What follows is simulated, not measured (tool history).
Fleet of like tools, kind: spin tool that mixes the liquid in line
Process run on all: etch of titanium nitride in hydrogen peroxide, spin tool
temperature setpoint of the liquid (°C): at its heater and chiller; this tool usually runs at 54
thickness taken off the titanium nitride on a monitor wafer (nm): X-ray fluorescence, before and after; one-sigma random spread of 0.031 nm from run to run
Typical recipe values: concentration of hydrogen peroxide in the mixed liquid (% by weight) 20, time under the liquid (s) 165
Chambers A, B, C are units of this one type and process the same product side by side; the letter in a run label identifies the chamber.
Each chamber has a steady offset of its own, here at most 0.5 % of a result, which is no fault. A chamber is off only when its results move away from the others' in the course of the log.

run	hour	temperature setpoint of the liquid (°C)	concentration of hydrogen peroxide in the mixed liquid (% by weight)	time under the liquid (s)	hours since the thermometer was replaced	hours since the peroxide flow meter was replaced	hours since the heated supply line was repaired	hours since the drum of peroxide was connected	read-back film thickness of the titanium nitride reference wafer, read on the same gauge (nm)	thickness taken off the titanium nitride on a monitor wafer (nm)
1A	5	54	20	165	778.2	1584	189.2	568.1	130.01	5.4058
2C	15.1	54	20	165	1560	710.2	650.8	234.2	130.02	5.4861
3B	23.9	54	20	165	218.5	579.2	931.8	376.2	129.99	5.421
4B	35.2	54	20	165	229.8	590.5	943.1	387.5	130.01	5.3805
5C	41.1	54	20	165	1586	736.2	676.8	260.2	130	5.4923
# hour 47.9: chamber A: thermometer replaced
6A	48.8	54	20	165	0.9	1627.8	233	611.9	130.02	5.4581
7C	60.3	54	20	165	1605.2	755.4	696	279.4	130.02	5.4862
# hour 65.9: chamber A: new drum of peroxide connected
8B	69.1	54	20	165	263.7	624.4	977	421.4	130.02	5.4522
9A	77.6	54	20	165	29.7	1656.6	261.8	11.8	130.02	5.385
# hour 77.9: chamber B: peroxide flow meter replaced
10A	86.5	54	20	165	38.6	1665.5	270.7	20.7	130.01	5.4218
11B	94.4	54	20	165	289	16.5	1002.3	446.7	130.01	5.4424
12C	99.5	54	20	165	1644.4	794.6	735.2	318.6	130.01	5.5033
13C	107.5	54	20	165	1652.4	802.6	743.2	326.6	130.01	5.517
14A	118.4	54	20	165	70.5	1697.4	302.6	52.6	130	5.3643
15B	123.7	54	20	165	318.3	45.8	1031.6	476	130.02	5.4136
16A	130.3	54	20	165	82.4	1709.3	314.5	64.5	130.01	5.3562
# hour 136.2: chamber C: thermometer replaced
17C	137.4	54	20	165	1.2	832.5	773.1	356.5	129.99	5.4746
18B	145.1	54	20	165	339.7	67.2	1053	497.4	130.02	5.4461
19A	156.6	54	20	165	108.7	1735.6	340.8	90.8	129.98	5.3759
20C	163.8	54	20	165	27.6	858.9	799.5	382.9	130.01	5.4958
21B	174.6	54	20	165	369.2	96.7	1082.5	526.9	129.99	5.4959
22C	183	54	20	165	46.8	878.1	818.7	402.1	130	5.4692
23B	191.5	54	20	165	386.1	113.6	1099.4	543.8	130	5.4169
24A	197.3	54	20	165	149.4	1776.3	381.5	131.5	129.97	5.3302
25A	203.9	54	20	165	156	1782.9	388.1	138.1	129.98	5.3689
# hour 206.8: chamber C: new drum of peroxide connected
26B	212.9	54	20	165	407.5	135	1120.8	565.2	130	5.4939
27C	222.4	54	20	165	86.2	917.5	858.1	15.7	129.99	5.4934
28A	229.7	54	15	260	181.8	1808.7	413.9	163.9	129.99	7.8494
29C	240.3	54	15	260	104.1	935.4	876	33.6	130.01	8.1487
30B	250.5	54	15	260	445.1	172.6	1158.4	602.8	130.02	8.1311
31A	257.8	54	20	165	209.9	1836.8	442	192	129.98	5.3516
32C	269	54	20	165	132.8	964.1	904.7	62.3	130.01	5.4589
33B	279.8	54	20	165	474.4	201.9	1187.7	632.1	130.02	5.4429
# hour 284: chamber C: peroxide flow meter replaced
34C	291.4	54	20	165	155.2	7.4	927.1	84.7	130.01	5.4721
35A	301.9	54	20	165	254	1880.9	486.1	236.1	130.01	5.2719
36B	312.3	54	20	165	506.9	234.4	1220.2	664.6	129.98	5.5
37C	319.1	54	20	165	182.9	35.1	954.8	112.4	130	5.4784
38A	325.2	54	20	165	277.3	1904.2	509.4	259.4	129.99	5.2876
39B	336.5	54	20	165	531.1	258.6	1244.4	688.8	129.98	5.4515
40C	347.8	54	14	90	211.6	63.8	983.5	141.1	130.01	2.771
41A	355.3	54	14	90	307.4	1934.3	539.5	289.5	130.01	2.6376

Is one chamber out of step, is the gauge drifting, or do the chambers differ by no more than their own small offsets? For an off chamber, give its letter and the likeliest cause.

Chamber A drifts away from the others.
What lies behind it: temperature lost on the way to the wafer (K) = 0.545.

Here are 4 candidates for chamber A's next run, each the usual settings with a change, their results left as question marks. Which one brings its results back in line with what the others give on the usual settings?
In-line tolerance around the mean of the other chambers on the usual settings: thickness taken off the titanium nitride on a monitor wafer (nm) 0.11
42A-1	363.6	54	20	180						?
42A-2	363.6	54.5	20	165						?
42A-3	363.6	53.5	20	165						?
42A-4	363.6	54	13.5	165						?

Mean of the other chambers on the usual settings: thickness taken off the titanium nitride on a monitor wafer (nm) 5.4733
run	thickness taken off the titanium nitride on a monitor wafer (nm)
42A-1	5.724
42A-2	5.4356
42A-3	5.0609
42A-4	4.8357
42A-2 is the one that brings the chamber's results back in line with the other chambers.
